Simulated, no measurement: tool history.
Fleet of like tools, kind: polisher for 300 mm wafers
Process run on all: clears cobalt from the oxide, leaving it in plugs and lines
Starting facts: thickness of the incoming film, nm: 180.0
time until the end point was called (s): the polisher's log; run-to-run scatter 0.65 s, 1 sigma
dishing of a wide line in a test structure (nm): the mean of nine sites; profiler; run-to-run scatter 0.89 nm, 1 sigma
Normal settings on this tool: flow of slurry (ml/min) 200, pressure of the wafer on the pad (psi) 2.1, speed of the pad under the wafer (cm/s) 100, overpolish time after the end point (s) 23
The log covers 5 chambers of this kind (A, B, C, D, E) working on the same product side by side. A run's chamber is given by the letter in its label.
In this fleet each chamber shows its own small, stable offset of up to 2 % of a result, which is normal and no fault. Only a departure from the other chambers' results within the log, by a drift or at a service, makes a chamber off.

| run | hour | flow of slurry (ml/min) | pressure of the wafer on the pad (psi) | speed of the pad under the wafer (cm/s) | overpolish time after the end point (s) | time until the end point was called (s) | dishing of a wide line in a test structure (nm) |
|---|---|---|---|---|---|---|---|
| 1D | 7.8 | 200 | 2.1 | 100 | 23 | 39.937 | 44.709 |
|  | 12.6 | chamber D: worn pad replaced by a new one |
| 2C | 16.1 | 200 | 2.1 | 100 | 23 | 38.777 | 44.979 |
|  | 19.9 | chamber E: worn pad replaced by a new one |
| 3E | 26.0 | 200 | 2.1 | 100 | 23 | 38.367 | 44.612 |
| 4B | 32.7 | 200 | 2.1 | 100 | 23 | 40.301 | 43.739 |
| 5A | 39.4 | 200 | 2.1 | 100 | 23 | 40.485 | 46.474 |
| 6B | 50.1 | 200 | 2.1 | 100 | 23 | 39.583 | 44.480 |
|  | 52.7 | chamber B: worn pad replaced by a new one |
| 7E | 56.5 | 200 | 2.1 | 134 | 23 | 28.041 | 48.461 |
|  | 60.7 | chamber D: head pressure recalibrated |
| 8A | 66.6 | 200 | 2.1 | 134 | 23 | 29.695 | 50.378 |
| 9D | 72.9 | 200 | 2.1 | 134 | 23 | 29.428 | 48.714 |
| 10C | 80.2 | 200 | 2.1 | 134 | 23 | 28.977 | 48.275 |
| 11E | 89.0 | 200 | 2.1 | 134 | 23 | 29.659 | 49.225 |
| 12D | 99.4 | 200 | 2.1 | 100 | 23 | 40.506 | 46.005 |
|  | 100.4 | chamber E: worn pad replaced by a new one |
| 13C | 106.8 | 200 | 2.1 | 100 | 23 | 40.445 | 44.361 |
|  | 112.4 | chamber E: head pressure recalibrated |
|  | 116.8 | chamber C: worn pad replaced by a new one |
| 14A | 118.5 | 200 | 2.1 | 100 | 23 | 39.629 | 43.806 |
|  | 125.5 | chamber A: worn pad replaced by a new one |
| 15B | 130.0 | 200 | 2.1 | 100 | 23 | 39.984 | 44.679 |
|  | 132.4 | chamber D: worn pad replaced by a new one |
| 16C | 140.9 | 200 | 2.1 | 100 | 23 | 39.730 | 43.948 |
| 17B | 152.9 | 200 | 2.1 | 100 | 23 | 39.227 | 45.654 |
|  | 153.2 | chamber B: worn pad replaced by a new one |
| 18D | 162.7 | 200 | 2.1 | 100 | 23 | 41.140 | 46.690 |
| 19E | 169.4 | 200 | 2.1 | 100 | 23 | 40.598 | 45.641 |
| 20A | 177.3 | 200 | 2.1 | 100 | 23 | 40.406 | 44.789 |
|  | 182.6 | chamber A: slurry nozzle cleaned |
| 21A | 186.6 | 270 | 2.1 | 100 | 23 | 38.243 | 44.398 |
|  | 188.6 | chamber E: worn pad replaced by a new one |
| 22E | 198.1 | 270 | 2.1 | 100 | 23 | 37.598 | 46.381 |
| 23D | 206.4 | 270 | 2.1 | 100 | 23 | 39.606 | 48.115 |
| 24C | 214.3 | 270 | 2.1 | 100 | 23 | 39.833 | 45.629 |
| 25B | 224.5 | 270 | 2.1 | 100 | 23 | 38.183 | 45.934 |
| 26D | 235.9 | 200 | 1.5 | 120 | 23 | 48.251 | 42.612 |
|  | 243.9 | chamber C: worn pad replaced by a new one |
| 27E | 247.6 | 200 | 1.5 | 120 | 23 | 47.020 | 43.781 |
|  | 249.4 | chamber B: worn pad replaced by a new one |
| 28A | 259.5 | 200 | 1.5 | 120 | 23 | 46.425 | 43.452 |
|  | 264.7 | chamber E: worn pad replaced by a new one |
| 29C | 265.8 | 200 | 1.5 | 120 | 23 | 48.419 | 40.213 |
|  | 269.2 | chamber A: worn pad replaced by a new one |
|  | 270.6 | chamber D: worn pad replaced by a new one |
| 30B | 275.9 | 200 | 1.5 | 120 | 23 | 46.313 | 42.439 |
| 31D | 282.8 | 200 | 2.1 | 100 | 23 | 40.713 | 44.968 |
| 32E | 293.1 | 200 | 2.1 | 100 | 23 | 39.691 | 45.923 |
| 33B | 301.4 | 200 | 2.1 | 100 | 23 | 40.228 | 44.768 |
| 34A | 313.6 | 200 | 2.5 | 100 | 23 | 33.295 | 47.722 |
| 35C | 324.6 | 200 | 2.5 | 100 | 23 | 36.092 | 46.317 |
|  | 326.2 | chamber E: slurry nozzle cleaned |
| 36D | 332.9 | 200 | 2.5 | 100 | 23 | 34.976 | 47.091 |
| 37B | 338.6 | 200 | 2.5 | 100 | 23 | 33.641 | 49.806 |
| 38A | 349.5 | 200 | 2.5 | 100 | 23 | 33.390 | 46.766 |
|  | 351.1 | chamber E: worn pad replaced by a new one |
|  | 351.2 | chamber C: worn pad replaced by a new one |
| 39C | 356.7 | 200 | 2.1 | 100 | 23 | 41.749 | 43.733 |
|  | 365.1 | chamber B: worn pad replaced by a new one |
| 40E | 365.2 | 200 | 2.1 | 100 | 23 | 38.635 | 46.606 |
| 41A | 373.1 | 200 | 2.1 | 100 | 12 | 39.575 | 32.322 |
| 42D | 383.5 | 200 | 2.1 | 100 | 12 | 40.130 | 33.856 |
|  | 386.9 | chamber B: head pressure recalibrated |
| 43B | 390.4 | 200 | 2.1 | 100 | 12 | 39.069 | 33.625 |

Is one chamber out of step, is the gauge drifting, or do the chambers differ by no more than their own small offsets? For an off chamber, give its letter and the likeliest cause.

One chamber, C, drifts off from the rest bit by bit.
What lies behind it: head's pressure below its setpoint, % = 8.46.
Not necessarily distinguishable in this log from: slurry flow missing at the pad, %.

Chamber C could run next with any of the 4 candidate recipes listed below; each alters the usual settings, and their results appear as question marks. Which one brings its results back in line with what the other chambers deliver on the usual settings?
A result is in line if it is within this distance of the other chambers' mean on the usual settings: time until the end point was called (s) 2.300; dishing of a wide line in a test structure (nm) 3.100
| 44C-1 | 399.1 | 200 | 1.9 | 92 | 23 | ? | ? |
| 44C-2 | 399.1 | 200 | 2.3 | 110 | 25 | ? | ? |
| 44C-3 | 399.1 | 200 | 2.2 | 104 | 24 | ? | ? |
| 44C-4 | 399.1 | 200 | 2.0 | 96 | 22 | ? | ? |

Other chambers, usual settings, mean: time until the end point was called (s) 39.677; dishing of a wide line in a test structure (nm) 45.385
| run | time until the end point was called (s) | dishing of a wide line in a test structure (nm) |
|---|---|---|
| 44C-1 | 51.515 | 40.456 |
| 44C-2 | 35.683 | 46.929 |
| 44C-3 | 39.428 | 45.203 |
| 44C-4 | 46.931 | 41.254 |
With 44C-3, the chamber falls back in line with the rest.
